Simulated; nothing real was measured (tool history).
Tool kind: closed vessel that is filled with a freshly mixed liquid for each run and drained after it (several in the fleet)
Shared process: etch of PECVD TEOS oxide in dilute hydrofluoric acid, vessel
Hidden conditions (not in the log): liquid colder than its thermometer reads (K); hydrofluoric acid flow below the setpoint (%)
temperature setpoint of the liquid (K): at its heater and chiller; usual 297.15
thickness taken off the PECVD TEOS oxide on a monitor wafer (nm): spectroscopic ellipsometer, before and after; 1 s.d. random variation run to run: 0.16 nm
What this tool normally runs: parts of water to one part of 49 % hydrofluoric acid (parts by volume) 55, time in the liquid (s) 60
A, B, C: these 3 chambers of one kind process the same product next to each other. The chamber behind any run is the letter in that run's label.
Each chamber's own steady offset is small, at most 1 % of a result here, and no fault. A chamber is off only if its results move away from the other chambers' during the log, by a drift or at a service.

| run | day | temperature setpoint of the liquid (K) | parts of water to one part of 49 % hydrofluoric acid (parts by volume) | time in the liquid (s) | hours since the thermometer was replaced | hours since the hydrofluoric acid flow meter was replaced | read-back film thickness of the PECVD TEOS oxide reference wafer, read on the same gauge (nm) | thickness taken off the PECVD TEOS oxide on a monitor wafer (nm) |
|---|---|---|---|---|---|---|---|---|
| 1C | 0.2 | 297.15 | 55 | 60 | 270.4 | 890.8 | 119.98 | 17.156 |
| 2A | 0.479 | 297.15 | 55 | 60 | 329.4 | 2143.7 | 120.01 | 17.39 |
| 3B | 0.617 | 297.15 | 55 | 60 | 63.5 | 880.1 | 120.03 | 17.089 |
| 4C | 0.792 | 297.15 | 55 | 60 | 284.6 | 905 | 119.95 | 17.485 |
| 5A | 0.975 | 297.15 | 55 | 60 | 341.3 | 2155.6 | 119.98 | 16.987 |
| 6B | 1.25 | 297.15 | 80 | 80 | 78.7 | 895.3 | 120.01 | 15.254 |
| 7B | 1.412 | 297.15 | 80 | 80 | 82.6 | 899.2 | 120 | 15.251 |
| 8C | 1.571 | 297.15 | 80 | 80 | 303.3 | 923.7 | 120 | 15.708 |
| 9A | 1.7 | 297.15 | 55 | 60 | 358.7 | 2173 | 119.98 | 17.192 |
| 10C | 1.858 | 297.15 | 55 | 60 | 310.2 | 930.6 | 119.96 | 17.545 |
| 11B | 2.146 | 297.15 | 55 | 60 | 100.2 | 916.8 | 120.04 | 16.798 |
| 12A | 2.312 | 297.15 | 35 | 80 | 373.4 | 2187.7 | 120.01 | 36.144 |
| 13A | 2.438 | 297.15 | 35 | 80 | 376.4 | 2190.7 | 120.01 | 35.305 |
| 14B | 2.588 | 297.15 | 35 | 80 | 110.8 | 927.4 | 120.02 | 37.213 |
| 15C | 2.725 | 292.65 | 55 | 50 | 331 | 951.4 | 119.96 | 11.951 |
| 16A | 2.862 | 292.65 | 55 | 50 | 386.6 | 2200.9 | 119.97 | 11.518 |
| 17B | 3.025 | 292.65 | 55 | 50 | 121.3 | 937.9 | 120.01 | 12.027 |
| 18C | 3.283 | 297.15 | 55 | 60 | 344.4 | 964.8 | 120.01 | 17.419 |
| 19C | 3.517 | 297.15 | 55 | 60 | 350 | 970.4 | 119.97 | 17.351 |
| 20A | 3.721 | 297.15 | 55 | 60 | 407.2 | 2221.5 | 120 | 15.984 |
| 21B | 3.962 | 297.15 | 55 | 60 | 143.8 | 960.4 | 119.99 | 17.295 |
| 22A | 4.108 | 297.15 | 55 | 60 | 416.5 | 2230.8 | 119.97 | 16.185 |
| 23C | 4.35 | 297.15 | 55 | 60 | 370 | 990.4 | 120.01 | 17.251 |
| 24B | 4.492 | 297.15 | 55 | 60 | 156.5 | 973.1 | 119.98 | 17.123 |
| 25B | 4.658 | 297.15 | 55 | 60 | 160.5 | 977.1 | 119.99 | 17.162 |

Read the log: is a single chamber off, either drifting away or since a service, is the gauge that measures every chamber drifting, or is nothing wrong beyond small per-chamber offsets? Name any odd chamber and what most likely caused it.

It is chamber A that slowly wanders off from its peers.
Likeliest cause: liquid colder than its thermometer reads (K) = 2.28.
The log might look much the same if the cause were instead: hydrofluoric acid flow below the setpoint (%).

Which of the 4 candidates below, each the usual settings with something changed and its results left as question marks, puts chamber A back in line with what the other chambers give on the usual settings?
Maximum distance from the other chambers' mean on the usual settings for a result to count as in line: thickness taken off the PECVD TEOS oxide on a monitor wafer (nm) 0.57
| 26A-1 | 4.867 | 297.65 | 55 | 65 |  |  |  | ? |
| 26A-2 | 4.867 | 296.65 | 60 | 60 |  |  |  | ? |
| 26A-3 | 4.867 | 292.65 | 55 | 60 |  |  |  | ? |
| 26A-4 | 4.867 | 301.65 | 55 | 60 |  |  |  | ? |

On the usual settings, the other chambers give on average: thickness taken off the PECVD TEOS oxide on a monitor wafer (nm) 17.243
| run | thickness taken off the PECVD TEOS oxide on a monitor wafer (nm) |
|---|---|
| 26A-1 | 17.156 |
| 26A-2 | 13.846 |
| 26A-3 | 12.833 |
| 26A-4 | 18.637 |
26A-1 brings the chamber back in line.

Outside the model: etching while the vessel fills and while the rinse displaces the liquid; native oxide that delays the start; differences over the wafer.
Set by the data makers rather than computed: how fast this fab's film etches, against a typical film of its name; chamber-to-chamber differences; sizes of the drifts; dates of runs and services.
